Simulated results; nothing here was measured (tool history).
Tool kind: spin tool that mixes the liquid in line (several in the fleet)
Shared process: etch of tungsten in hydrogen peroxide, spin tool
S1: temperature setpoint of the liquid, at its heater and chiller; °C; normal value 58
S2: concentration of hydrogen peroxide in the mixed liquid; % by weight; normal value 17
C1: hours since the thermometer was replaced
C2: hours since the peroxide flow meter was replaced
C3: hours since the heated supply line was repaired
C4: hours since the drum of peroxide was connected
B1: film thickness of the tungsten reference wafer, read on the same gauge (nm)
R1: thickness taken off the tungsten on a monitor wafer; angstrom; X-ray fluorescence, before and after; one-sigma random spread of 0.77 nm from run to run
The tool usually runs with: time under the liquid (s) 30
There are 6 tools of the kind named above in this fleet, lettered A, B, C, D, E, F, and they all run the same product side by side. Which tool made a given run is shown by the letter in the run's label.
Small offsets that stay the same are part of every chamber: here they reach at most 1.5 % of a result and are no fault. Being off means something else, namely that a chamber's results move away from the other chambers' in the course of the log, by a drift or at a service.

run 1C day=0.204 | S1=58 S2=17 time_under_the_liquid_(s)=30 | C1=606.8 C2=97.7 C3=589.6 C4=323.4 | B1=119.95 | R1=1086.5
run 2A day=0.425 | S1=58 S2=17 time_under_the_liquid_(s)=30 | C1=222.5 C2=886.3 C3=533.9 C4=74.3 | B1=120.04 | R1=1091.4
run 3D day=0.567 | S1=58 S2=17 time_under_the_liquid_(s)=30 | C1=849.3 C2=1244.4 C3=701.2 C4=532.1 | B1=120.01 | R1=1085.1
run 4E day=0.679 | S1=58 S2=17 time_under_the_liquid_(s)=30 | C1=194.6 C2=1415.6 C3=346.3 C4=214.6 | B1=119.98 | R1=1099.7
run 5F day=0.892 | S1=58 S2=17 time_under_the_liquid_(s)=30 | C1=297.2 C2=691.6 C3=2829.3 C4=435.3 | B1=119.99 | R1=1083.4
-- day=0.912 chamber E: peroxide flow meter replaced
run 6B day=1.092 | S1=58 S2=17 time_under_the_liquid_(s)=30 | C1=425 C2=2009.6 C3=93.2 C4=584.9 | B1=119.98 | R1=1087.3
run 7B day=1.325 | S1=58 S2=17 time_under_the_liquid_(s)=30 | C1=430.6 C2=2015.2 C3=98.8 C4=590.5 | B1=120 | R1=1091.6
run 8C day=1.562 | S1=58 S2=17 time_under_the_liquid_(s)=30 | C1=639.4 C2=130.3 C3=622.2 C4=356 | B1=120.03 | R1=1086.1
run 9F day=1.7 | S1=58 S2=17 time_under_the_liquid_(s)=30 | C1=316.6 C2=711 C3=2848.7 C4=454.7 | B1=119.98 | R1=1103.4
run 10E day=1.912 | S1=58 S2=17 time_under_the_liquid_(s)=30 | C1=224.2 C2=24.1 C3=375.9 C4=244.2 | B1=120.03 | R1=1102.2
run 11A day=2.125 | S1=58 S2=17 time_under_the_liquid_(s)=30 | C1=263.3 C2=927.1 C3=574.7 C4=115.1 | B1=119.99 | R1=1082.6
run 12D day=2.333 | S1=58 S2=17 time_under_the_liquid_(s)=30 | C1=891.7 C2=1286.8 C3=743.6 C4=574.5 | B1=120 | R1=1085.6
run 13B day=2.483 | S1=58 S2=17 time_under_the_liquid_(s)=30 | C1=458.4 C2=2043 C3=126.6 C4=618.3 | B1=119.99 | R1=1087.7
run 14E day=2.654 | S1=58 S2=17 time_under_the_liquid_(s)=30 | C1=242 C2=41.9 C3=393.7 C4=262 | B1=119.98 | R1=1074.3
run 15F day=2.796 | S1=58 S2=17 time_under_the_liquid_(s)=30 | C1=342.9 C2=737.3 C3=2875 C4=481 | B1=120.01 | R1=1086.5
run 16A day=2.967 | S1=58 S2=17 time_under_the_liquid_(s)=30 | C1=283.5 C2=947.3 C3=594.9 C4=135.3 | B1=120.02 | R1=1083.5
run 17D day=3.162 | S1=58 S2=17 time_under_the_liquid_(s)=30 | C1=911.6 C2=1306.7 C3=763.5 C4=594.4 | B1=120.01 | R1=1090.2
run 18C day=3.388 | S1=58 S2=17 time_under_the_liquid_(s)=30 | C1=683.2 C2=174.1 C3=666 C4=399.8 | B1=120 | R1=1104.7
run 19E day=3.596 | S1=58 S2=17 time_under_the_liquid_(s)=30 | C1=264.6 C2=64.5 C3=416.3 C4=284.6 | B1=120.03 | R1=1074
run 20C day=3.729 | S1=58 S2=17 time_under_the_liquid_(s)=30 | C1=691.4 C2=182.3 C3=674.2 C4=408 | B1=119.99 | R1=1085.5
run 21D day=3.867 | S1=58 S2=17 time_under_the_liquid_(s)=30 | C1=928.5 C2=1323.6 C3=780.4 C4=611.3 | B1=120 | R1=1086.7
run 22A day=4.1 | S1=58 S2=17 time_under_the_liquid_(s)=30 | C1=310.7 C2=974.5 C3=622.1 C4=162.5 | B1=120.02 | R1=1076.4
run 23B day=4.271 | S1=58 S2=17 time_under_the_liquid_(s)=30 | C1=501.3 C2=2085.9 C3=169.5 C4=661.2 | B1=119.98 | R1=1088.8
run 24F day=4.504 | S1=58 S2=17 time_under_the_liquid_(s)=30 | C1=383.9 C2=778.3 C3=2916 C4=522 | B1=120 | R1=1087.5
run 25E day=4.712 | S1=58 S2=20 time_under_the_liquid_(s)=30 | C1=291.4 C2=91.3 C3=443.1 C4=311.4 | B1=120.03 | R1=1147.6
-- day=4.896 chamber B: new drum of peroxide connected
run 26A day=4.904 | S1=58 S2=20 time_under_the_liquid_(s)=30 | C1=330 C2=993.8 C3=641.4 C4=181.8 | B1=120.04 | R1=1181.9
run 27F day=5.129 | S1=58 S2=20 time_under_the_liquid_(s)=30 | C1=398.9 C2=793.3 C3=2931 C4=537 | B1=120.03 | R1=1174.1
run 28D day=5.304 | S1=58 S2=20 time_under_the_liquid_(s)=30 | C1=963 C2=1358.1 C3=814.9 C4=645.8 | B1=119.99 | R1=1189
run 29C day=5.525 | S1=58 S2=20 time_under_the_liquid_(s)=30 | C1=734.5 C2=225.4 C3=717.3 C4=451.1 | B1=119.96 | R1=1182.9
run 30B day=5.654 | S1=58 S2=20 time_under_the_liquid_(s)=30 | C1=534.5 C2=2119.1 C3=202.7 C4=18.2 | B1=119.98 | R1=1182.6
run 31A day=5.842 | S1=58 S2=17 time_under_the_liquid_(s)=30 | C1=352.5 C2=1016.3 C3=663.9 C4=204.3 | B1=120.01 | R1=1089.2
run 32C day=6.067 | S1=58 S2=17 time_under_the_liquid_(s)=30 | C1=747.5 C2=238.4 C3=730.3 C4=464.1 | B1=120.01 | R1=1087.5
run 33E day=6.246 | S1=58 S2=17 time_under_the_liquid_(s)=30 | C1=328.2 C2=128.1 C3=479.9 C4=348.2 | B1=119.99 | R1=1036.8
run 34B day=6.383 | S1=58 S2=17 time_under_the_liquid_(s)=30 | C1=552 C2=2136.6 C3=220.2 C4=35.7 | B1=120.02 | R1=1097.4
run 35D day=6.592 | S1=58 S2=17 time_under_the_liquid_(s)=30 | C1=993.9 C2=1389 C3=845.8 C4=676.7 | B1=120.01 | R1=1077.6
-- day=6.812 chamber B: peroxide flow meter replaced
run 36F day=6.829 | S1=49 S2=18.5 time_under_the_liquid_(s)=30 | C1=439.7 C2=834.1 C3=2971.8 C4=577.8 | B1=119.97 | R1=650.34
run 37F day=6.988 | S1=49 S2=18.5 time_under_the_liquid_(s)=30 | C1=443.5 C2=837.9 C3=2975.6 C4=581.6 | B1=119.98 | R1=657.9
run 38C day=7.1 | S1=49 S2=18.5 time_under_the_liquid_(s)=30 | C1=772.3 C2=263.2 C3=755.1 C4=488.9 | B1=119.99 | R1=664.17
run 39A day=7.321 | S1=49 S2=18.5 time_under_the_liquid_(s)=30 | C1=388 C2=1051.8 C3=699.4 C4=239.8 | B1=120.03 | R1=670.73
run 40B day=7.496 | S1=49 S2=18.5 time_under_the_liquid_(s)=30 | C1=578.7 C2=16.4 C3=246.9 C4=62.4 | B1=120 | R1=668.45
run 41E day=7.729 | S1=49 S2=18.5 time_under_the_liquid_(s)=30 | C1=363.8 C2=163.7 C3=515.5 C4=383.8 | B1=119.98 | R1=630.84

All chambers now run identical settings, listed one chamber a line with results as question marks. What results will each chamber show?
run 42A day=7.896 | S1=54 S2=17 time_under_the_liquid_(s)=30 | R1=?
run 42B day=7.896 | S1=54 S2=17 time_under_the_liquid_(s)=30 | R1=?
run 42C day=7.896 | S1=54 S2=17 time_under_the_liquid_(s)=30 | R1=?
run 42D day=7.896 | S1=54 S2=17 time_under_the_liquid_(s)=30 | R1=?
run 42E day=7.896 | S1=54 S2=17 time_under_the_liquid_(s)=30 | R1=?
run 42F day=7.896 | S1=54 S2=17 time_under_the_liquid_(s)=30 | R1=?

run=42A R1=868.98
run=42B R1=863.05
run=42C R1=860.71
run=42D R1=860.03
run=42E R1=805.66
run=42F R1=857.39
